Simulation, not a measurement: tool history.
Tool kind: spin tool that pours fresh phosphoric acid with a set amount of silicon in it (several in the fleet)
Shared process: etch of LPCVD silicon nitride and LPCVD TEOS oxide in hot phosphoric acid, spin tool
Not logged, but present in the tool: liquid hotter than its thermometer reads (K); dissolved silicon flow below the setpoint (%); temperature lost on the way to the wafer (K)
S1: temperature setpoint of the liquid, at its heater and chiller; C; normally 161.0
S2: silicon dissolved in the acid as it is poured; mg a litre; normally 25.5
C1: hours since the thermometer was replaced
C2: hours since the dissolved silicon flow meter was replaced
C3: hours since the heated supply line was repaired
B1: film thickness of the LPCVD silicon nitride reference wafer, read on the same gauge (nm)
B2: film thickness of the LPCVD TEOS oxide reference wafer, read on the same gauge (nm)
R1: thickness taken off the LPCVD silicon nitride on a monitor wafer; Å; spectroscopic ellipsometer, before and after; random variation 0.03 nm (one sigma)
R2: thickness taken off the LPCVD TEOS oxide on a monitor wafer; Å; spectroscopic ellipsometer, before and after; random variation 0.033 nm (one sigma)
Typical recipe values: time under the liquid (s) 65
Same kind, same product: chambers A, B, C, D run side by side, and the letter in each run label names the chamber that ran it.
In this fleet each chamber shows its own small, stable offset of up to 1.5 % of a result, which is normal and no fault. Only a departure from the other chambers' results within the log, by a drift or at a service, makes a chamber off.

run 1B hour=9.1 | S1=161.0 S2=25.5 time_under_the_liquid_(s)=65 | C1=1377.3 C2=1485.4 C3=3110.4 | B1=79.986 B2=80.030 | R1=59.493 R2=1.35310
run 2A hour=17.2 | S1=161.0 S2=25.5 time_under_the_liquid_(s)=65 | C1=60.9 C2=366.9 C3=1151.7 | B1=80.009 B2=80.048 | R1=59.396 R2=1.40280
run 3C hour=25.8 | S1=161.0 S2=25.5 time_under_the_liquid_(s)=65 | C1=235.5 C2=1724.2 C3=1812.6 | B1=80.002 B2=79.970 | R1=59.347 R2=1.19600
run 4D hour=39.2 | S1=161.0 S2=25.5 time_under_the_liquid_(s)=65 | C1=515.6 C2=782.6 C3=429.7 | B1=80.001 B2=80.036 | R1=60.143 R2=1.27260
run 5C hour=52.4 | S1=161.0 S2=25.5 time_under_the_liquid_(s)=65 | C1=262.1 C2=1750.8 C3=1839.2 | B1=80.008 B2=80.026 | R1=60.001 R2=1.13020
run 6A hour=64.0 | S1=161.0 S2=25.5 time_under_the_liquid_(s)=65 | C1=107.7 C2=413.7 C3=1198.5 | B1=79.986 B2=80.000 | R1=59.336 R2=1.70460
run 7D hour=74.6 | S1=161.0 S2=25.5 time_under_the_liquid_(s)=65 | C1=551.0 C2=818.0 C3=465.1 | B1=79.967 B2=79.975 | R1=60.168 R2=1.04700
run 8B hour=82.8 | S1=161.0 S2=33.5 time_under_the_liquid_(s)=95 | C1=1451.0 C2=1559.1 C3=3184.1 | B1=79.991 B2=80.021 | R1=87.025 R2=1.98280
run 9A hour=96.0 | S1=161.0 S2=33.5 time_under_the_liquid_(s)=95 | C1=139.7 C2=445.7 C3=1230.5 | B1=79.999 B2=80.005 | R1=86.233 R2=1.16860
run 10D hour=108.5 | S1=161.0 S2=33.5 time_under_the_liquid_(s)=95 | C1=584.9 C2=851.9 C3=499.0 | B1=79.990 B2=79.982 | R1=88.599 R2=0.91361
run 11B hour=121.3 | S1=161.0 S2=33.5 time_under_the_liquid_(s)=95 | C1=1489.5 C2=1597.6 C3=3222.6 | B1=80.000 B2=80.002 | R1=86.268 R2=2.02740
run 12C hour=133.8 | S1=161.0 S2=25.5 time_under_the_liquid_(s)=65 | C1=343.5 C2=1832.2 C3=1920.6 | B1=79.989 B2=80.034 | R1=59.403 R2=1.92250
run 13B hour=146.5 | S1=161.0 S2=25.5 time_under_the_liquid_(s)=65 | C1=1514.7 C2=1622.8 C3=3247.8 | B1=79.994 B2=79.998 | R1=59.033 R2=1.06560
run 14C hour=156.6 | S1=162.5 S2=25.5 time_under_the_liquid_(s)=65 | C1=366.3 C2=1855.0 C3=1943.4 | B1=80.029 B2=79.986 | R1=62.706 R2=1.59050
run 15A hour=170.5 | S1=162.5 S2=25.5 time_under_the_liquid_(s)=65 | C1=214.2 C2=520.2 C3=1305.0 | B1=80.019 B2=80.016 | R1=62.285 R2=0.99873
run 16D hour=184.9 | S1=162.5 S2=25.5 time_under_the_liquid_(s)=65 | C1=661.3 C2=928.3 C3=575.4 | B1=79.987 B2=79.997 | R1=63.558 R2=1.97660
run 17D hour=192.6 | S1=162.5 S2=25.5 time_under_the_liquid_(s)=65 | C1=669.0 C2=936.0 C3=583.1 | B1=80.004 B2=80.045 | R1=63.551 R2=1.67740
run 18C hour=204.0 | S1=161.0 S2=25.5 time_under_the_liquid_(s)=65 | C1=413.7 C2=1902.4 C3=1990.8 | B1=80.013 B2=79.962 | R1=59.694 R2=1.04270
run 19A hour=214.7 | S1=161.0 S2=25.5 time_under_the_liquid_(s)=65 | C1=258.4 C2=564.4 C3=1349.2 | B1=79.991 B2=79.967 | R1=59.471 R2=1.75480
-- hour=217.4 chamber B: heated supply line repaired
run 20B hour=224.1 | S1=161.0 S2=25.5 time_under_the_liquid_(s)=65 | C1=1592.3 C2=1700.4 C3=6.7 | B1=79.975 B2=79.988 | R1=59.697 R2=1.13680
run 21A hour=236.0 | S1=161.0 S2=25.5 time_under_the_liquid_(s)=65 | C1=279.7 C2=585.7 C3=1370.5 | B1=80.014 B2=79.991 | R1=59.222 R2=0.97425
run 22C hour=246.4 | S1=162.5 S2=25.5 time_under_the_liquid_(s)=65 | C1=456.1 C2=1944.8 C3=2033.2 | B1=80.003 B2=79.989 | R1=62.645 R2=1.34020
run 23D hour=259.9 | S1=162.5 S2=25.5 time_under_the_liquid_(s)=65 | C1=736.3 C2=1003.3 C3=650.4 | B1=79.977 B2=79.944 | R1=62.959 R2=1.32850
run 24B hour=267.6 | S1=162.5 S2=25.5 time_under_the_liquid_(s)=65 | C1=1635.8 C2=1743.9 C3=50.2 | B1=79.984 B2=80.001 | R1=63.235 R2=1.53230
run 25C hour=278.1 | S1=162.5 S2=25.5 time_under_the_liquid_(s)=65 | C1=487.8 C2=1976.5 C3=2064.9 | B1=80.006 B2=79.962 | R1=62.615 R2=1.20660
run 26A hour=287.3 | S1=161.0 S2=25.5 time_under_the_liquid_(s)=65 | C1=331.0 C2=637.0 C3=1421.8 | B1=79.996 B2=80.036 | R1=59.161 R2=1.52190
run 27B hour=296.8 | S1=161.0 S2=25.5 time_under_the_liquid_(s)=65 | C1=1665.0 C2=1773.1 C3=79.4 | B1=79.997 B2=80.027 | R1=59.548 R2=0.68224
run 28D hour=306.0 | S1=161.0 S2=25.5 time_under_the_liquid_(s)=65 | C1=782.4 C2=1049.4 C3=696.5 | B1=80.011 B2=80.021 | R1=59.845 R2=1.35600
-- hour=312.7 chamber C: dissolved silicon flow meter replaced
run 29B hour=313.8 | S1=161.0 S2=25.5 time_under_the_liquid_(s)=65 | C1=1682.0 C2=1790.1 C3=96.4 | B1=79.987 B2=79.990 | R1=59.893 R2=1.03400
run 30D hour=322.3 | S1=161.0 S2=25.5 time_under_the_liquid_(s)=65 | C1=798.7 C2=1065.7 C3=712.8 | B1=80.010 B2=80.021 | R1=60.058 R2=1.31700
-- hour=324.9 chamber A: dissolved silicon flow meter replaced
run 31A hour=335.1 | S1=161.0 S2=9.5 time_under_the_liquid_(s)=85 | C1=378.8 C2=10.3 C3=1469.6 | B1=80.006 B2=79.989 | R1=76.718 R2=3.32070
run 32C hour=341.9 | S1=161.0 S2=9.5 time_under_the_liquid_(s)=85 | C1=551.6 C2=29.2 C3=2128.7 | B1=79.992 B2=79.999 | R1=77.980 R2=4.53340
run 33B hour=348.4 | S1=161.0 S2=9.5 time_under_the_liquid_(s)=85 | C1=1716.6 C2=1824.7 C3=131.0 | B1=80.012 B2=79.977 | R1=77.426 R2=2.44820
run 34D hour=363.3 | S1=161.0 S2=9.5 time_under_the_liquid_(s)=85 | C1=839.7 C2=1106.7 C3=753.8 | B1=79.985 B2=79.975 | R1=78.811 R2=1.03330
run 35A hour=375.7 | S1=161.0 S2=25.5 time_under_the_liquid_(s)=65 | C1=419.4 C2=50.9 C3=1510.2 | B1=79.971 B2=80.017 | R1=59.727 R2=1.18500
run 36C hour=385.3 | S1=161.0 S2=25.5 time_under_the_liquid_(s)=65 | C1=595.0 C2=72.6 C3=2172.1 | B1=79.995 B2=79.996 | R1=60.072 R2=1.79320
run 37C hour=392.9 | S1=161.0 S2=25.5 time_under_the_liquid_(s)=65 | C1=602.6 C2=80.2 C3=2179.7 | B1=79.986 B2=79.968 | R1=59.957 R2=1.21620
run 38B hour=406.5 | S1=161.0 S2=25.5 time_under_the_liquid_(s)=65 | C1=1774.7 C2=1882.8 C3=189.1 | B1=80.015 B2=79.999 | R1=59.650 R2=1.73070

Is one chamber off against the others, does the gauge drift, or is nothing wrong? If a chamber is off, say which, and what the likeliest cause is.

Beyond each chamber's small constant offset nothing stands out, and the gauge stays steady.
